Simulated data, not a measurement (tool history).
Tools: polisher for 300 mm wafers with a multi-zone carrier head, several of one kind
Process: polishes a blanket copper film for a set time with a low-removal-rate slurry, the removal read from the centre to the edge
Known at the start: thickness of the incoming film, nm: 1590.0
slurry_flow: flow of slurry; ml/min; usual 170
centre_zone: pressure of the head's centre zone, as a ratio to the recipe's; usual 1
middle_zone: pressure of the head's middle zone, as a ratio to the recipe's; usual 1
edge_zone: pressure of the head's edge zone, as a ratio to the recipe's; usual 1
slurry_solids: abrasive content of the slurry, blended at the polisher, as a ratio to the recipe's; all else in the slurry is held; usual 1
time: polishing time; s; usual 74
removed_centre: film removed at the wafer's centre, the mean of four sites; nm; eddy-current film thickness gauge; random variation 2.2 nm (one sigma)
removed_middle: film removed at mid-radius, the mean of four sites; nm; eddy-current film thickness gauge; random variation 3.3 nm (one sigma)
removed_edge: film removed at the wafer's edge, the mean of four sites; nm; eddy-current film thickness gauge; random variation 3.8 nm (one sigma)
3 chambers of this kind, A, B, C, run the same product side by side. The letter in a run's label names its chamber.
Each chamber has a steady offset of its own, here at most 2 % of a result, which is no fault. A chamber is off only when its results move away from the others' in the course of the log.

run	hour	slurry_flow	centre_zone	middle_zone	edge_zone	slurry_solids	time	wafers polished on this pad	hours since the slurry nozzle was cleaned	hours since the centre zone pressure was calibrated	hours since the edge zone pressure was calibrated	removed_centre	removed_middle	removed_edge
1C	6	170	1	1	1	1	74	614	29.3	253.7	647.4	298.34	301.19	305.34
# hour 6.6: chamber A: worn pad replaced by a new one
2A	16.5	170	1	1	1	1	74	105	114.2	670.4	783.7	301.66	296.75	298.25
3B	25.4	170	1	1	1	1	74	478	203.5	819.7	1270.2	306.41	301.74	299.67
4C	32.4	170	1	1	1	1	74	894	55.7	280.1	673.8	292.21	296.89	303.68
5A	41.2	170	1	1	1	1	74	368	138.9	695.1	808.4	297.57	307.48	303.18
# hour 49.5: chamber B: worn pad replaced by a new one
6B	51.4	170	1	1	1	1	74	20	229.5	845.7	1296.2	307.51	305.69	301.04
7C	56.7	170	1.1	1	1	1	74	1153	80	304.4	698.1	329.69	302.9	298.42
8B	62.1	170	1.1	1	1	1	74	134	240.2	856.4	1306.9	345.1	304.26	293.1
9A	70	170	1.1	1	1	1	74	674	167.7	723.9	837.2	331.72	302.31	297.95
# hour 73.7: chamber A: worn pad replaced by a new one
10B	80.4	170	1	1	1	1	74	328	258.5	874.7	1325.2	309.53	300.39	302.62
11A	86.1	170	1	1	1	1	74	132	183.8	740	853.3	297.91	307.36	308.5
12C	95.1	225	1	1	1	1	57	1561	118.4	342.8	736.5	234.15	230.23	229.39
13A	104.3	225	1	1	1	1	57	325	202	758.2	871.5	240.09	235.67	239.01
14C	110.6	225	1	1	1	1	57	1726	133.9	358.3	752	231.66	232.56	228.32
15B	117.8	170	1	1	1	1	74	726	295.9	912.1	1362.6	304.97	300.79	296.76
# hour 126.1: chamber B: worn pad replaced by a new one
16B	126.6	170	1	1	1	1	74	5	304.7	920.9	1371.4	304.82	301.84	302.95
17C	132.4	170	1	1	1	1	74	1957	155.7	380.1	773.8	277.89	280.37	281.35
18A	137.5	170	1	1	1	1	74	678	235.2	791.4	904.7	296.39	302.39	301.97
# hour 139.3: chamber A: worn pad replaced by a new one
19A	145.8	170	1	1.07	1.06	1	74	69	243.5	799.7	913	301.8	323.06	304.73
20C	156.6	170	1	1.07	1.06	1	74	2215	179.9	404.3	798	274.52	293.71	289
21B	165.4	170	1	1.07	1.06	1	74	417	343.5	959.7	1410.2	305.36	328.11	318.08

All 3 chambers run these settings next. Forecast each chamber's results:
22A	173.8	170	1.06	1	1	1	74					?	?	?
22B	173.8	170	1.06	1	1	1	74					?	?	?
22C	173.8	170	1.06	1	1	1	74					?	?	?

run	removed_centre	removed_middle	removed_edge
22A	319.78	301.77	300.16
22B	323.92	303.45	304.98
22C	288.45	267.9	269.28
